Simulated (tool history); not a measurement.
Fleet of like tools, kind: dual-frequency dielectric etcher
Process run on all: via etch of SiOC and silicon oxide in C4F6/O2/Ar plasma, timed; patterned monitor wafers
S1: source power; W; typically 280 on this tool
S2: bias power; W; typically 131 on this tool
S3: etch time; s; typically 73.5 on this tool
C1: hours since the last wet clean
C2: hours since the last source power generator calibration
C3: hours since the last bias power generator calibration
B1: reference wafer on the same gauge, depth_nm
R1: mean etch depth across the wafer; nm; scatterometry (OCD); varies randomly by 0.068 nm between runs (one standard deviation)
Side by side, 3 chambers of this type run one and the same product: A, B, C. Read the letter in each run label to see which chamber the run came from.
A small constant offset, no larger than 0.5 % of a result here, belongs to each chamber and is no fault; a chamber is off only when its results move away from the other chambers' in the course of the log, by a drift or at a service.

run,hour,S1,S2,S3,C1,C2,C3,B1,R1
1C,3.5,280,131,73.5,271.8,1075.6,196.7,54.208,65.142
2B,7.6,280,131,73.5,132.6,2157.5,620.6,54.187,65.020
3A,11.3,280,131,73.5,209.9,3465.4,588.4,54.175,65.472
4C,14.7,280,131,73.5,283.0,1086.8,207.9,54.164,65.125
5A,17.3,280,150,88.5,215.9,3471.4,594.4,54.184,82.040
6B,20.1,280,150,88.5,145.1,2170.0,633.1,54.165,81.781
7C,24.2,280,150,88.5,292.5,1096.3,217.4,54.160,81.925
8B,26.5,280,131,73.5,151.5,2176.4,639.5,54.160,64.965
9A,30.1,280,131,73.5,228.7,3484.2,607.2,54.163,65.305
10C,34.5,280,131,73.5,302.8,1106.6,227.7,54.132,65.007
11B,37.2,280,131,73.5,162.2,2187.1,650.2,54.152,64.972
12A,39.6,320,131,65.5,238.2,3493.7,616.7,54.127,61.475
13B,43.3,320,131,65.5,168.3,2193.2,656.3,54.109,60.968
14A,45.6,320,131,65.5,244.2,3499.7,622.7,54.121,61.342
15C,49.2,280,131,73.5,317.5,1121.3,242.4,54.123,64.959
16B,53.6,280,131,73.5,178.6,2203.5,666.6,54.096,64.841
17C,55.9,280,100,80.5,324.2,1128.0,249.1,54.100,65.874
18A,59.2,280,100,80.5,257.8,3513.3,636.3,54.107,65.925
19A,63.2,280,100,80.5,261.8,3517.3,640.3,54.099,65.841
20C,67.5,220,131,73.5,335.8,1139.6,260.7,54.089,59.229
21B,70.8,220,131,73.5,195.8,2220.7,683.8,54.055,58.966
22A,74.3,220,131,73.5,272.9,3528.4,651.4,54.067,59.393
23B,76.7,280,131,73.5,201.7,2226.6,689.7,54.059,64.772
24C,80.5,280,131,92.5,348.8,1152.6,273.7,54.056,81.794
25C,83.5,280,131,92.5,351.8,1155.6,276.7,54.056,81.692
26B,85.8,280,131,92.5,210.8,2235.7,698.8,54.040,81.701
27A,88.0,280,131,73.5,286.6,3542.1,665.1,54.057,65.185
28C,90.1,280,131,73.5,358.4,1162.2,283.3,54.029,64.878
29A,92.1,280,131,73.5,290.7,3546.2,669.2,54.046,65.261
30B,94.0,280,131,73.5,219.0,2243.9,707.0,54.032,64.817
31A,96.3,280,131,73.5,294.9,3550.4,673.4,54.027,65.125
32C,99.8,280,131,73.5,368.1,1171.9,293.0,54.030,64.918
33B,103.0,280,131,64.5,228.0,2252.9,716.0,54.015,56.872
34C,105.1,280,131,64.5,373.4,1177.2,298.3,54.019,56.922
35A,107.1,280,131,64.5,305.7,3561.2,684.2,54.031,57.287
36B,110.9,280,131,73.5,235.9,2260.8,723.9,54.008,64.792
37B,114.5,280,131,73.5,239.5,2264.4,727.5,53.992,64.876
38A,118.8,280,131,73.5,317.4,3572.9,695.9,53.973,65.250
39C,122.2,280,131,73.5,390.5,1194.3,315.4,53.986,64.826
40C,124.5,280,131,73.5,392.8,1196.6,317.7,53.973,64.818
41B,127.5,280,131,73.5,252.5,2277.4,740.5,53.970,64.739

Which is it: a chamber that has drifted or been left off by a service, a gauge drift common to all chambers, or only each chamber's usual small offset? If a chamber is off, name it and its likeliest cause.

The shared gauge is drifting. All chambers look as if they move in step, but none is off.
What lies behind it: gauge reads low (%) = 0.427.
